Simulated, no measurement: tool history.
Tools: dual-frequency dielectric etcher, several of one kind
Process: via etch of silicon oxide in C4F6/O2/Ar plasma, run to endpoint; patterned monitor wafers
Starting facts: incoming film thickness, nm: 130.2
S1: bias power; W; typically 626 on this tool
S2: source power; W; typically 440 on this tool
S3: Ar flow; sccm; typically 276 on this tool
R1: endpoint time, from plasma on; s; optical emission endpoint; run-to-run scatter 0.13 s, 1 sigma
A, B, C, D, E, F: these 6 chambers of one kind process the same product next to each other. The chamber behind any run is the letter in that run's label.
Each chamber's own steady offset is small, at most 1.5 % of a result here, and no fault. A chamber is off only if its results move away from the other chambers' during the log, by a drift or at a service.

run   hour   S1   S2   S3      R1
 1D    6.2  626  440  276  24.962
 2B   17.3  626  440  276  25.381
 3A   28.5  626  440  276  25.389
      32.6  -- chamber E: bias power generator calibrated
 4E   34.8  626  440  276   24.92
 5C   41.1  626  440  276  25.301
 6F   46.5  626  440  276  24.812
 7B   56.4  626  440  276  25.401
 8D   65.6  626  440  276  24.992
 9C   74.5  626  440  276  25.195
10E   80.2  626  440  276  24.853
11F   88.7  626  440  334  25.393
12A   99.2  626  440  334  25.614
13C  105.3  626  440  334  25.674
14F  116.7  626  440  334  25.314
15B  122.9  626  440  334  25.964
     127.6  -- chamber F: wet clean of the chamber
16D  129.7  626  440  334  25.719
17E  135.9  626  440  276  25.209
     141.9  -- chamber D: wet clean of the chamber
18A  142.4  626  440  276  24.748
     142.7  -- chamber E: wet clean of the chamber
19A  153.2  626  440  276  24.869
20C  161.5  626  440  276  25.217
21D  169.2  626  440  276  24.732
22F  180.5  626  440  276  24.733
23E    189  626  440  276  24.769
24B  195.3  626  440  276  25.329
25A  205.7  626  440  276  24.794
26F  216.9  626  440  276  24.789
27E  224.4  626  440  276  24.823
28D  230.4  626  440  276  24.691
29B  239.1  626  440  276  25.589
30C  247.6  626  440  276  25.422
     253.1  -- chamber B: wet clean of the chamber
31C  254.1  626  440  276  25.078
32A  259.7  626  440  276  24.182
33F  264.9  626  440  276  24.921
34E  275.4  626  490  309  24.281
35D  285.8  626  490  309  24.368
36B  292.7  626  490  309  24.693

What goes on in this fleet: one chamber off, a drifting gauge, or nothing beyond the chambers' own small offsets? Name the chamber and the cause, if any.

It is chamber A that slowly wanders off from its peers.
Most likely cause: etch rate over this chamber's usual, % = 3.41.

Below are 4 candidate recipes for chamber A's next run, each the usual settings with a change, their results shown as question marks. Which of them brings A's results back in line with what the other chambers give on the usual settings?
Counts as in line when no further than this from what the other chambers average on the usual settings: R1 0.46 s
37A-1   301  600  420  276   ?
37A-2   301  679  480  269   ?
37A-3   301  676  440  276   ?
37A-4   301  519  440  276   ?

The mean the other chambers reach with the usual settings: R1 25.04 s
  run      R1
37A-1  25.135
37A-2  22.764
37A-3  23.611
37A-4  26.082
37A-1 puts the chamber back in line with the other chambers.

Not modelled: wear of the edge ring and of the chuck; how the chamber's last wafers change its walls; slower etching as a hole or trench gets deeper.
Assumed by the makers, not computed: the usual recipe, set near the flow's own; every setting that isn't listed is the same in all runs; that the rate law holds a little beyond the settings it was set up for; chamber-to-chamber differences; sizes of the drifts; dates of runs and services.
